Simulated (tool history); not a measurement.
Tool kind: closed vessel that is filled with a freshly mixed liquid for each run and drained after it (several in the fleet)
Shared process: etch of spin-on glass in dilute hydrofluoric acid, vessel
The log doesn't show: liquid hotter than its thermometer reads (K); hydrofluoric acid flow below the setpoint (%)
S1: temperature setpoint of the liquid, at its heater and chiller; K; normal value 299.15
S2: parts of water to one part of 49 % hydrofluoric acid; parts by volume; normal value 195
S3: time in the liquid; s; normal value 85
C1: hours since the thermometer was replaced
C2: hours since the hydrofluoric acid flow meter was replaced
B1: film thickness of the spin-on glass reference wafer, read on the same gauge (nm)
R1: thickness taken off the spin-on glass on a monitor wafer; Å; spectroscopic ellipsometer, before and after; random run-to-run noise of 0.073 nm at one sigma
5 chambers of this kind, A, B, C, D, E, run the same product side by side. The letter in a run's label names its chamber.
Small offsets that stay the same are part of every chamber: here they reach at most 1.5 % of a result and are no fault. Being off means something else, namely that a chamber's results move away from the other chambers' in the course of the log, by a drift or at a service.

{"run": "1D", "day": 0.471, "S1": 299.15, "S2": 195, "S3": 85, "C1": 248.3, "C2": 1277.6, "B1": 110, "R1": 86.133}
{"run": "2E", "day": 0.971, "S1": 299.15, "S2": 195, "S3": 85, "C1": 1739.5, "C2": 629, "B1": 110.01, "R1": 88.874}
{"run": "3A", "day": 1.45, "S1": 299.15, "S2": 195, "S3": 85, "C1": 2159, "C2": 1363.4, "B1": 110, "R1": 87.733}
{"run": "4B", "day": 2.071, "S1": 299.15, "S2": 195, "S3": 85, "C1": 786.5, "C2": 1401.6, "B1": 110.01, "R1": 86.468}
{"run": "5C", "day": 2.667, "S1": 299.15, "S2": 195, "S3": 85, "C1": 174.5, "C2": 1264.2, "B1": 109.99, "R1": 86.147}
{"run": "6D", "day": 3.062, "S1": 297.15, "S2": 105, "S3": 85, "C1": 310.5, "C2": 1339.8, "B1": 109.99, "R1": 166.37}
{"run": "7E", "day": 3.542, "S1": 297.15, "S2": 105, "S3": 85, "C1": 1801.2, "C2": 690.7, "B1": 110, "R1": 166.93}
{"run": "8C", "day": 4.029, "S1": 297.15, "S2": 105, "S3": 85, "C1": 207.2, "C2": 1296.9, "B1": 109.99, "R1": 168.54}
{"run": "9A", "day": 4.446, "S1": 297.15, "S2": 105, "S3": 85, "C1": 2230.9, "C2": 1435.3, "B1": 110.02, "R1": 168.06}
{"run": "10B", "day": 4.862, "S1": 297.15, "S2": 105, "S3": 85, "C1": 853.5, "C2": 1468.6, "B1": 110.03, "R1": 165.6}
{"run": "11C", "day": 5.508, "S1": 302.65, "S2": 195, "S3": 65, "C1": 242.7, "C2": 1332.4, "B1": 110.01, "R1": 73.699}
{"run": "12B", "day": 6.162, "S1": 302.65, "S2": 195, "S3": 65, "C1": 884.7, "C2": 1499.8, "B1": 109.98, "R1": 74.201}
{"run": "13A", "day": 6.792, "S1": 302.65, "S2": 195, "S3": 65, "C1": 2287.2, "C2": 1491.6, "B1": 110, "R1": 75.487}
{"run": "14D", "day": 7.1, "S1": 302.65, "S2": 195, "S3": 65, "C1": 407.4, "C2": 1436.7, "B1": 109.98, "R1": 76.174}
{"run": "15E", "day": 7.604, "S1": 302.65, "S2": 195, "S3": 65, "C1": 1898.7, "C2": 788.2, "B1": 110, "R1": 75.934}
{"run": "16D", "day": 8.025, "S1": 299.15, "S2": 195, "S3": 85, "C1": 429.6, "C2": 1458.9, "B1": 110.01, "R1": 89.264}
{"run": "17C", "day": 8.446, "S1": 299.15, "S2": 195, "S3": 85, "C1": 313.2, "C2": 1402.9, "B1": 110.01, "R1": 85.775}
{"run": "18A", "day": 8.988, "S1": 299.15, "S2": 195, "S3": 85, "C1": 2339.9, "C2": 1544.3, "B1": 109.96, "R1": 87.094}
{"run": "19E", "day": 9.492, "S1": 297.15, "S2": 195, "S3": 45, "C1": 1944, "C2": 833.5, "B1": 109.98, "R1": 43.405}
{"run": "20B", "day": 9.788, "S1": 297.15, "S2": 195, "S3": 45, "C1": 971.7, "C2": 1586.8, "B1": 110, "R1": 42.812}
{"run": "21D", "day": 10.175, "S1": 297.15, "S2": 195, "S3": 45, "C1": 481.2, "C2": 1510.5, "B1": 110.01, "R1": 43.543}
{"run": "22C", "day": 10.629, "S1": 297.15, "S2": 195, "S3": 45, "C1": 365.6, "C2": 1455.3, "B1": 109.99, "R1": 42.66}
{"run": "23B", "day": 11.021, "S1": 297.15, "S2": 195, "S3": 45, "C1": 1001.3, "C2": 1616.4, "B1": 110.03, "R1": 42.218}
{"run": "24E", "day": 11.608, "S1": 299.15, "S2": 165, "S3": 50, "C1": 1994.8, "C2": 884.3, "B1": 110, "R1": 62.513}
{"run": "25A", "day": 12.133, "S1": 299.15, "S2": 165, "S3": 50, "C1": 2415.4, "C2": 1619.8, "B1": 110.02, "R1": 62.875}
{"day": 12.517, "done": "chamber C: hydrofluoric acid flow meter replaced"}
{"run": "26A", "day": 12.533, "S1": 299.15, "S2": 165, "S3": 50, "C1": 2425, "C2": 1629.4, "B1": 110.01, "R1": 63.079}
{"day": 13.012, "done": "chamber E: thermometer replaced"}
{"run": "27B", "day": 13.092, "S1": 299.15, "S2": 165, "S3": 50, "C1": 1051, "C2": 1666.1, "B1": 109.98, "R1": 62.257}
{"run": "28D", "day": 13.729, "S1": 299.15, "S2": 165, "S3": 50, "C1": 566.5, "C2": 1595.8, "B1": 110, "R1": 63.465}
{"run": "29E", "day": 14.075, "S1": 299.15, "S2": 195, "S3": 85, "C1": 25.5, "C2": 943.5, "B1": 110.01, "R1": 85.658}
{"run": "30C", "day": 14.588, "S1": 299.15, "S2": 195, "S3": 85, "C1": 460.6, "C2": 49.7, "B1": 110.01, "R1": 86.717}
{"run": "31D", "day": 15.1, "S1": 297.15, "S2": 260, "S3": 85, "C1": 599.4, "C2": 1628.7, "B1": 110.04, "R1": 59.331}
{"run": "32A", "day": 15.438, "S1": 297.15, "S2": 260, "S3": 85, "C1": 2494.7, "C2": 1699.1, "B1": 110.02, "R1": 56.236}
{"run": "33B", "day": 16.075, "S1": 297.15, "S2": 260, "S3": 85, "C1": 1122.6, "C2": 1737.7, "B1": 109.99, "R1": 55.14}
{"run": "34C", "day": 16.708, "S1": 297.15, "S2": 260, "S3": 85, "C1": 511.5, "C2": 100.6, "B1": 110.02, "R1": 56.034}
{"run": "35E", "day": 17.067, "S1": 297.15, "S2": 260, "S3": 85, "C1": 97.3, "C2": 1015.3, "B1": 109.95, "R1": 56.058}
{"run": "36B", "day": 17.571, "S1": 299.15, "S2": 195, "S3": 85, "C1": 1158.5, "C2": 1773.6, "B1": 110.04, "R1": 84.46}
{"run": "37C", "day": 18.158, "S1": 299.15, "S2": 195, "S3": 85, "C1": 546.3, "C2": 135.4, "B1": 110.02, "R1": 85.856}
{"run": "38D", "day": 18.804, "S1": 299.15, "S2": 195, "S3": 85, "C1": 688.3, "C2": 1717.6, "B1": 110, "R1": 92.046}
{"run": "39A", "day": 19.258, "S1": 299.15, "S2": 195, "S3": 85, "C1": 2586.4, "C2": 1790.8, "B1": 110, "R1": 86.765}
{"run": "40E", "day": 19.867, "S1": 299.15, "S2": 195, "S3": 85, "C1": 164.5, "C2": 1082.5, "B1": 109.98, "R1": 86.52}
{"run": "41B", "day": 20.338, "S1": 299.15, "S2": 195, "S3": 85, "C1": 1224.9, "C2": 1840, "B1": 110.02, "R1": 86.318}
{"run": "42A", "day": 20.725, "S1": 299.15, "S2": 195, "S3": 85, "C1": 2621.6, "C2": 1826, "B1": 109.99, "R1": 87.375}
{"run": "43C", "day": 21.375, "S1": 299.15, "S2": 195, "S3": 55, "C1": 623.5, "C2": 212.6, "B1": 110.04, "R1": 56.12}

Does one chamber stand apart from the rest, does the shared gauge drift, or is all well apart from small per-chamber offsets? Give the chamber and the most likely cause, where there is one.

One chamber, D, drifts off from the rest bit by bit.
Likeliest cause: liquid hotter than its thermometer reads (K) = 1.73.
It could be hard to tell apart here from: hydrofluoric acid flow above the setpoint (%).

Here are 4 candidates for chamber D's next run, each the usual settings with a change, their results left as question marks. Which one brings its results back in line with what the others give on the usual settings?
Maximum distance from the other chambers' mean on the usual settings for a result to count as in line: R1 2.5 Å
{"run": "44D-1", "day": 21.846, "S1": 298.65, "S2": 195, "S3": 85, "R1": "?"}
{"run": "44D-2", "day": 21.846, "S1": 299.15, "S2": 185, "S3": 85, "R1": "?"}
{"run": "44D-3", "day": 21.846, "S1": 299.15, "S2": 195, "S3": 80, "R1": "?"}
{"run": "44D-4", "day": 21.846, "S1": 299.65, "S2": 195, "S3": 85, "R1": "?"}

Mean of the other chambers on the usual settings: R1 86.724 Å
run=44D-1 R1=91.254
run=44D-2 R1=98.985
run=44D-3 R1=87.433
run=44D-4 R1=94.56
The right change is 44D-3: it brings the chamber back within the allowed miss of the others.

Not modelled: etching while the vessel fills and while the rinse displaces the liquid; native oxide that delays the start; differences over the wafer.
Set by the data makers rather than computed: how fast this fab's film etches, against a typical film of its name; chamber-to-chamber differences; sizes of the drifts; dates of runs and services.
